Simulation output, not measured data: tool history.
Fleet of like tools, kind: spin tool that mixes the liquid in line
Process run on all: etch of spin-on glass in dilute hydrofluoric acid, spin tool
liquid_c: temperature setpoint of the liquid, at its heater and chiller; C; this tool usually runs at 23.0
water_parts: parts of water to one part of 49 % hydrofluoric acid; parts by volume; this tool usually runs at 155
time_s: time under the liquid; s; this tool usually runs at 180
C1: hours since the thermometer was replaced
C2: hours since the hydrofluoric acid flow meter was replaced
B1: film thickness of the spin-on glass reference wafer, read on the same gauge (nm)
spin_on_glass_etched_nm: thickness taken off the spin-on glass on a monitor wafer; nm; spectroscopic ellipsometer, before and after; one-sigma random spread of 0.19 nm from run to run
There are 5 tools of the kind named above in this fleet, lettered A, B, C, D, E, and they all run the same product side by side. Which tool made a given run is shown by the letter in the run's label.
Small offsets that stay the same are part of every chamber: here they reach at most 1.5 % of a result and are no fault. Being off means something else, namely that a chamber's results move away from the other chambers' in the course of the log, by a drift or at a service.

{"run": "1D", "day": 0.4, "liquid_c": 23.0, "water_parts": 155, "time_s": 180, "C1": 603.3, "C2": 831.2, "B1": 69.992, "spin_on_glass_etched_nm": 25.901}
{"run": "2A", "day": 0.796, "liquid_c": 23.0, "water_parts": 155, "time_s": 180, "C1": 999.7, "C2": 345.8, "B1": 70.025, "spin_on_glass_etched_nm": 25.875}
{"run": "3B", "day": 1.083, "liquid_c": 23.0, "water_parts": 155, "time_s": 180, "C1": 1061.0, "C2": 1112.2, "B1": 70.027, "spin_on_glass_etched_nm": 25.382}
{"day": 1.488, "done": "chamber B: hydrofluoric acid flow meter replaced"}
{"run": "4E", "day": 1.575, "liquid_c": 23.0, "water_parts": 155, "time_s": 180, "C1": 1044.1, "C2": 87.7, "B1": 70.003, "spin_on_glass_etched_nm": 25.909}
{"run": "5C", "day": 2.017, "liquid_c": 23.0, "water_parts": 155, "time_s": 180, "C1": 169.6, "C2": 243.5, "B1": 69.982, "spin_on_glass_etched_nm": 25.626}
{"run": "6A", "day": 2.492, "liquid_c": 23.0, "water_parts": 155, "time_s": 180, "C1": 1040.4, "C2": 386.5, "B1": 70.013, "spin_on_glass_etched_nm": 25.488}
{"run": "7D", "day": 2.804, "liquid_c": 23.0, "water_parts": 155, "time_s": 180, "C1": 661.0, "C2": 888.9, "B1": 69.995, "spin_on_glass_etched_nm": 26.024}
{"run": "8C", "day": 3.35, "liquid_c": 23.0, "water_parts": 155, "time_s": 180, "C1": 201.6, "C2": 275.5, "B1": 69.949, "spin_on_glass_etched_nm": 25.506}
{"run": "9B", "day": 3.667, "liquid_c": 23.0, "water_parts": 155, "time_s": 180, "C1": 1123.0, "C2": 52.4, "B1": 69.976, "spin_on_glass_etched_nm": 25.836}
{"run": "10E", "day": 4.117, "liquid_c": 23.0, "water_parts": 155, "time_s": 180, "C1": 1105.1, "C2": 148.7, "B1": 69.968, "spin_on_glass_etched_nm": 25.977}
{"run": "11D", "day": 4.646, "liquid_c": 19.5, "water_parts": 155, "time_s": 280, "C1": 705.2, "C2": 933.1, "B1": 69.992, "spin_on_glass_etched_nm": 34.682}
{"run": "12E", "day": 4.95, "liquid_c": 19.5, "water_parts": 155, "time_s": 280, "C1": 1125.1, "C2": 168.7, "B1": 70.031, "spin_on_glass_etched_nm": 35.317}
{"run": "13B", "day": 5.283, "liquid_c": 19.5, "water_parts": 155, "time_s": 280, "C1": 1161.8, "C2": 91.2, "B1": 70.024, "spin_on_glass_etched_nm": 34.692}
{"run": "14A", "day": 5.717, "liquid_c": 19.5, "water_parts": 155, "time_s": 280, "C1": 1117.8, "C2": 463.9, "B1": 69.999, "spin_on_glass_etched_nm": 35.163}
{"run": "15C", "day": 6.112, "liquid_c": 19.5, "water_parts": 155, "time_s": 280, "C1": 267.9, "C2": 341.8, "B1": 69.99, "spin_on_glass_etched_nm": 34.529}
{"run": "16E", "day": 6.538, "liquid_c": 23.0, "water_parts": 155, "time_s": 180, "C1": 1163.2, "C2": 206.8, "B1": 69.993, "spin_on_glass_etched_nm": 26.167}
{"run": "17C", "day": 6.825, "liquid_c": 23.0, "water_parts": 155, "time_s": 180, "C1": 285.0, "C2": 358.9, "B1": 70.004, "spin_on_glass_etched_nm": 25.711}
{"run": "18B", "day": 7.329, "liquid_c": 23.0, "water_parts": 155, "time_s": 150, "C1": 1210.9, "C2": 140.3, "B1": 69.981, "spin_on_glass_etched_nm": 21.13}
{"run": "19A", "day": 7.692, "liquid_c": 23.0, "water_parts": 155, "time_s": 150, "C1": 1165.2, "C2": 511.3, "B1": 70.003, "spin_on_glass_etched_nm": 21.203}
{"run": "20D", "day": 8.112, "liquid_c": 23.0, "water_parts": 155, "time_s": 150, "C1": 788.4, "C2": 1016.3, "B1": 70.024, "spin_on_glass_etched_nm": 21.813}
{"run": "21A", "day": 8.458, "liquid_c": 23.0, "water_parts": 155, "time_s": 150, "C1": 1183.6, "C2": 529.7, "B1": 69.982, "spin_on_glass_etched_nm": 21.539}
{"run": "22C", "day": 8.75, "liquid_c": 23.0, "water_parts": 155, "time_s": 150, "C1": 331.2, "C2": 405.1, "B1": 69.973, "spin_on_glass_etched_nm": 21.264}
{"run": "23B", "day": 9.329, "liquid_c": 23.0, "water_parts": 155, "time_s": 180, "C1": 1258.9, "C2": 188.3, "B1": 70.006, "spin_on_glass_etched_nm": 25.236}
{"run": "24D", "day": 9.9, "liquid_c": 23.0, "water_parts": 155, "time_s": 180, "C1": 831.3, "C2": 1059.2, "B1": 70.014, "spin_on_glass_etched_nm": 25.861}
{"run": "25E", "day": 10.258, "liquid_c": 23.0, "water_parts": 155, "time_s": 180, "C1": 1252.5, "C2": 296.1, "B1": 69.985, "spin_on_glass_etched_nm": 25.845}
{"run": "26A", "day": 10.688, "liquid_c": 23.0, "water_parts": 155, "time_s": 180, "C1": 1237.1, "C2": 583.2, "B1": 70.017, "spin_on_glass_etched_nm": 25.895}
{"run": "27C", "day": 10.95, "liquid_c": 23.0, "water_parts": 155, "time_s": 180, "C1": 384.0, "C2": 457.9, "B1": 70.021, "spin_on_glass_etched_nm": 25.688}
{"run": "28E", "day": 11.271, "liquid_c": 23.0, "water_parts": 155, "time_s": 180, "C1": 1276.8, "C2": 320.4, "B1": 70.002, "spin_on_glass_etched_nm": 26.193}
{"run": "29D", "day": 11.738, "liquid_c": 23.0, "water_parts": 155, "time_s": 180, "C1": 875.4, "C2": 1103.3, "B1": 70.019, "spin_on_glass_etched_nm": 25.889}
{"run": "30B", "day": 12.138, "liquid_c": 23.0, "water_parts": 155, "time_s": 180, "C1": 1326.3, "C2": 255.7, "B1": 70.017, "spin_on_glass_etched_nm": 24.282}
{"run": "31B", "day": 12.625, "liquid_c": 23.0, "water_parts": 155, "time_s": 180, "C1": 1338.0, "C2": 267.4, "B1": 69.991, "spin_on_glass_etched_nm": 24.193}
{"run": "32D", "day": 13.108, "liquid_c": 23.0, "water_parts": 155, "time_s": 180, "C1": 908.3, "C2": 1136.2, "B1": 70.013, "spin_on_glass_etched_nm": 25.928}
{"run": "33E", "day": 13.621, "liquid_c": 23.0, "water_parts": 155, "time_s": 180, "C1": 1333.2, "C2": 376.8, "B1": 70.026, "spin_on_glass_etched_nm": 26.323}
{"run": "34A", "day": 14.033, "liquid_c": 23.0, "water_parts": 110, "time_s": 245, "C1": 1317.4, "C2": 663.5, "B1": 69.963, "spin_on_glass_etched_nm": 52.156}
{"run": "35C", "day": 14.567, "liquid_c": 23.0, "water_parts": 110, "time_s": 245, "C1": 470.8, "C2": 544.7, "B1": 70.024, "spin_on_glass_etched_nm": 51.911}
{"run": "36D", "day": 14.908, "liquid_c": 23.0, "water_parts": 110, "time_s": 245, "C1": 951.5, "C2": 1179.4, "B1": 70.028, "spin_on_glass_etched_nm": 52.688}
{"run": "37A", "day": 15.4, "liquid_c": 23.0, "water_parts": 110, "time_s": 245, "C1": 1350.2, "C2": 696.3, "B1": 70.018, "spin_on_glass_etched_nm": 52.851}
{"run": "38B", "day": 15.846, "liquid_c": 23.0, "water_parts": 110, "time_s": 245, "C1": 1415.3, "C2": 344.7, "B1": 70.0, "spin_on_glass_etched_nm": 48.186}
{"day": 16.175, "done": "chamber D: hydrofluoric acid flow meter replaced"}
{"run": "39C", "day": 16.208, "liquid_c": 23.0, "water_parts": 155, "time_s": 180, "C1": 510.2, "C2": 584.1, "B1": 70.019, "spin_on_glass_etched_nm": 25.508}
{"run": "40E", "day": 16.633, "liquid_c": 23.0, "water_parts": 155, "time_s": 180, "C1": 1405.5, "C2": 449.1, "B1": 70.012, "spin_on_glass_etched_nm": 26.051}
{"run": "41E", "day": 16.896, "liquid_c": 23.0, "water_parts": 155, "time_s": 180, "C1": 1411.8, "C2": 455.4, "B1": 70.016, "spin_on_glass_etched_nm": 25.96}
{"run": "42D", "day": 17.158, "liquid_c": 23.0, "water_parts": 155, "time_s": 180, "C1": 1005.5, "C2": 23.6, "B1": 70.04, "spin_on_glass_etched_nm": 25.748}
{"run": "43B", "day": 17.45, "liquid_c": 23.0, "water_parts": 185, "time_s": 265, "C1": 1453.8, "C2": 383.2, "B1": 70.003, "spin_on_glass_etched_nm": 27.648}

One chamber off, gauge drift, or nothing amiss beyond the chambers' own small offsets? If it is a chamber, which one, and what is the likeliest cause?

Little by little, chamber B moves away from the other chambers.
What lies behind it: liquid colder than its thermometer reads (K) = 2.58.
The log may not tell that from: hydrofluoric acid flow below the setpoint (%).

Below are 4 candidate recipes for chamber B's next run, each the usual settings with a change, their results shown as question marks. Which of them brings B's results back in line with what the other chambers give on the usual settings?
A result is in line if it is within this distance of the other chambers' mean on the usual settings: spin_on_glass_etched_nm 0.670 nm
{"run": "44B-1", "day": 17.862, "liquid_c": 22.5, "water_parts": 155, "time_s": 150, "spin_on_glass_etched_nm": "?"}
{"run": "44B-2", "day": 17.862, "liquid_c": 23.0, "water_parts": 130, "time_s": 180, "spin_on_glass_etched_nm": "?"}
{"run": "44B-3", "day": 17.862, "liquid_c": 20.5, "water_parts": 155, "time_s": 180, "spin_on_glass_etched_nm": "?"}
{"run": "44B-4", "day": 17.862, "liquid_c": 25.5, "water_parts": 155, "time_s": 180, "spin_on_glass_etched_nm": "?"}

Usual-settings mean across the other chambers: spin_on_glass_etched_nm 25.897 nm
run=44B-1 spin_on_glass_etched_nm=19.052
run=44B-2 spin_on_glass_etched_nm=28.648
run=44B-3 spin_on_glass_etched_nm=21.126
run=44B-4 spin_on_glass_etched_nm=25.669
With 44B-4, the chamber falls back in line with the rest.
